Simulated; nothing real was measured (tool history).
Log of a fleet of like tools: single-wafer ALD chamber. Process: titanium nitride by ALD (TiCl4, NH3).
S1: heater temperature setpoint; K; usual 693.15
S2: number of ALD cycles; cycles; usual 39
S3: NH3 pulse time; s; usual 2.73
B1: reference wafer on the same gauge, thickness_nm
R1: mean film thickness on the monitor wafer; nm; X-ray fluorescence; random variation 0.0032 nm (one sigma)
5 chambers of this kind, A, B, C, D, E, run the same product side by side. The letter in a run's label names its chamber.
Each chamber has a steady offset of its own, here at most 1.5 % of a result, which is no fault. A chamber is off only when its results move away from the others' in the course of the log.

run   hour      S1  S2    S3       B1       R1
 1C      8  693.15  39  2.73  0.92104  0.86626
 2A   15.7  693.15  39  2.73  0.92039  0.87414
 3E   26.2  693.15  39  2.73   0.9206  0.86668
 4D   33.1  693.15  39  2.73  0.92102  0.87939
 5B   40.9  693.15  39  2.73  0.92088  0.88029
 6D   48.2  698.15  39  3.11  0.92082  0.88162
 7B   60.1  698.15  39  3.11  0.92004     0.88
 8C   69.9  698.15  39  3.11  0.92071  0.86944
 9E   75.5  698.15  39  3.11  0.92177  0.87021
10A   82.3  698.15  39  3.11  0.92084  0.88448
11B     93  693.15  39  2.73  0.92096  0.87846
12C  104.8  693.15  39  2.73  0.92004  0.86111
13E  116.6  693.15  39  2.73  0.92169  0.86601
14D  124.6  693.15  39  2.73  0.92137   0.8814
15A  131.1  693.15  39  2.73  0.92198  0.87571
16D  141.1  693.15  39  2.73  0.92147   0.8863
17B  152.2  693.15  39  2.73  0.92156  0.87687
18E  162.9  693.15  39  2.73  0.92084  0.85761
19A  174.2  685.15  39  3.08   0.9213  0.87635
20C  185.8  685.15  39  3.08  0.92063  0.86563
21A    194  685.15  39  3.08  0.92103  0.87495
22B    202  685.15  39  3.08  0.92161  0.86761
23D  213.5  685.15  39  3.08  0.92088  0.88746
24C  221.1  693.15  39  2.73  0.92115   0.8652
25E  226.8  693.15  39  2.73  0.92117  0.85965
     235.8  -- chamber E: thermocouple changed; heater temperature recalibrated
26D  238.4  693.15  39  2.73  0.92124  0.87865
27E  250.2  693.15  39  2.73  0.92189  0.86303
28A  261.4  693.15  39  2.73  0.92082  0.88627
29C  268.3  693.15  39  2.73  0.91994  0.86797
30B  274.1  693.15  39  2.73  0.92117   0.8786

Next, every chamber runs the same settings. What will each give?
31A  282.8  693.15  39  3.57       ?
31B  282.8  693.15  39  3.57       ?
31C  282.8  693.15  39  3.57       ?
31D  282.8  693.15  39  3.57       ?
31E  282.8  693.15  39  3.57       ?

run       R1
31A  0.88575
31B  0.88428
31C  0.87482
31D  0.88134
31E  0.86517

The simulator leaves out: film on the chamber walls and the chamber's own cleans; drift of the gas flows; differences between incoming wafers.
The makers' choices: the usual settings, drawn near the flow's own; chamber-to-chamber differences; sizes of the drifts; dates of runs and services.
